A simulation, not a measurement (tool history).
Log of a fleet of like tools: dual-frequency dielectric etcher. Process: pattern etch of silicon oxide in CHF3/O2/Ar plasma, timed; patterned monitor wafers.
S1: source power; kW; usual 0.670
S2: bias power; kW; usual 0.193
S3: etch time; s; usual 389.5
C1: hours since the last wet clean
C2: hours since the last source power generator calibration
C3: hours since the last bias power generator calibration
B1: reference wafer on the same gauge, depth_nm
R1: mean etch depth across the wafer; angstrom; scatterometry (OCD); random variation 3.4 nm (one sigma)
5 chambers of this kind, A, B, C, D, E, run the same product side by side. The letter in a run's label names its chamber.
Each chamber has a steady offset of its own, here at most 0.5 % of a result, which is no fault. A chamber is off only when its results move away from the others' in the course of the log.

| run | hour | S1 | S2 | S3 | C1 | C2 | C3 | B1 | R1 |
|---|---|---|---|---|---|---|---|---|---|
| 1A | 5.4 | 0.670 | 0.193 | 389.5 | 195.4 | 2226.3 | 3211.4 | 959.06 | 8135.1 |
| 2B | 9.9 | 0.670 | 0.193 | 389.5 | 58.5 | 2555.6 | 1028.1 | 960.33 | 8132.0 |
| 3E | 13.9 | 0.670 | 0.193 | 389.5 | 204.8 | 1923.0 | 161.4 | 958.89 | 8209.5 |
| 4C | 18.1 | 0.670 | 0.193 | 389.5 | 45.2 | 544.5 | 529.6 | 959.35 | 8160.2 |
| 5D | 23.9 | 0.670 | 0.193 | 389.5 | 595.1 | 151.1 | 482.5 | 957.94 | 8165.9 |
| 6D | 29.2 | 0.670 | 0.193 | 389.5 | 600.4 | 156.4 | 487.8 | 958.92 | 8159.3 |
| 7B | 35.0 | 0.670 | 0.193 | 389.5 | 83.6 | 2580.7 | 1053.2 | 958.77 | 8207.3 |
| 8C | 39.1 | 0.670 | 0.193 | 389.5 | 66.2 | 565.5 | 550.6 | 958.63 | 8180.8 |
| 9E | 45.8 | 0.670 | 0.193 | 389.5 | 236.7 | 1954.9 | 193.3 | 958.78 | 8191.7 |
| 10A | 51.6 | 0.670 | 0.193 | 389.5 | 241.6 | 2272.5 | 3257.6 | 958.93 | 8173.4 |
| 11C | 57.0 | 0.670 | 0.193 | 389.5 | 84.1 | 583.4 | 568.5 | 958.99 | 8197.0 |
| 12A | 62.7 | 0.670 | 0.193 | 389.5 | 252.7 | 2283.6 | 3268.7 | 958.54 | 8214.0 |
|  | 64.2 | chamber D: wet clean of the chamber |
| 13B | 68.1 | 0.670 | 0.193 | 389.5 | 116.7 | 2613.8 | 1086.3 | 958.73 | 8215.9 |
| 14D | 73.4 | 0.670 | 0.193 | 389.5 | 9.2 | 200.6 | 532.0 | 959.56 | 8189.9 |
| 15E | 76.8 | 0.670 | 0.193 | 389.5 | 267.7 | 1985.9 | 224.3 | 958.54 | 8232.8 |
| 16C | 82.0 | 0.670 | 0.193 | 389.5 | 109.1 | 608.4 | 593.5 | 959.30 | 8153.5 |
| 17D | 86.0 | 0.670 | 0.193 | 389.5 | 21.8 | 213.2 | 544.6 | 959.93 | 8279.3 |
| 18B | 90.0 | 0.780 | 0.193 | 389.5 | 138.6 | 2635.7 | 1108.2 | 957.70 | 8646.8 |
| 19E | 96.4 | 0.780 | 0.193 | 389.5 | 287.3 | 2005.5 | 243.9 | 959.18 | 8618.9 |
| 20A | 101.0 | 0.780 | 0.193 | 389.5 | 291.0 | 2321.9 | 3307.0 | 959.25 | 8649.6 |
| 21C | 106.6 | 0.780 | 0.193 | 389.5 | 133.7 | 633.0 | 618.1 | 958.17 | 8619.7 |
| 22D | 111.9 | 0.780 | 0.193 | 389.5 | 47.7 | 239.1 | 570.5 | 958.44 | 8736.7 |
| 23A | 116.4 | 0.670 | 0.193 | 389.5 | 306.4 | 2337.3 | 3322.4 | 958.10 | 8195.6 |
| 24E | 122.8 | 0.670 | 0.193 | 389.5 | 313.7 | 2031.9 | 270.3 | 959.53 | 8149.5 |
| 25B | 128.9 | 0.670 | 0.193 | 389.5 | 177.5 | 2674.6 | 1147.1 | 959.08 | 8216.6 |
|  | 131.7 | chamber E: wet clean of the chamber |
| 26E | 135.3 | 0.670 | 0.193 | 389.5 | 3.6 | 2044.4 | 282.8 | 957.79 | 8220.7 |
| 27C | 138.8 | 0.670 | 0.193 | 389.5 | 165.9 | 665.2 | 650.3 | 959.64 | 8165.1 |
| 28A | 145.0 | 0.670 | 0.193 | 389.5 | 335.0 | 2365.9 | 3351.0 | 959.04 | 8244.0 |
| 29D | 151.5 | 0.670 | 0.193 | 389.5 | 87.3 | 278.7 | 610.1 | 959.10 | 8234.4 |
| 30B | 157.3 | 0.670 | 0.193 | 389.5 | 205.9 | 2703.0 | 1175.5 | 958.07 | 8211.0 |
| 31C | 164.3 | 0.670 | 0.193 | 389.5 | 191.4 | 690.7 | 675.8 | 957.90 | 8112.2 |
| 32B | 170.6 | 0.670 | 0.193 | 389.5 | 219.2 | 2716.3 | 1188.8 | 959.57 | 8179.1 |
| 33A | 177.9 | 0.670 | 0.193 | 389.5 | 367.9 | 2398.8 | 3383.9 | 958.88 | 8178.3 |

Is one chamber off against the others, does the gauge drift, or is nothing wrong? If a chamber is off, say which, and what the likeliest cause is.

No chamber stands off beyond its own small offset, and the gauge holds steady.
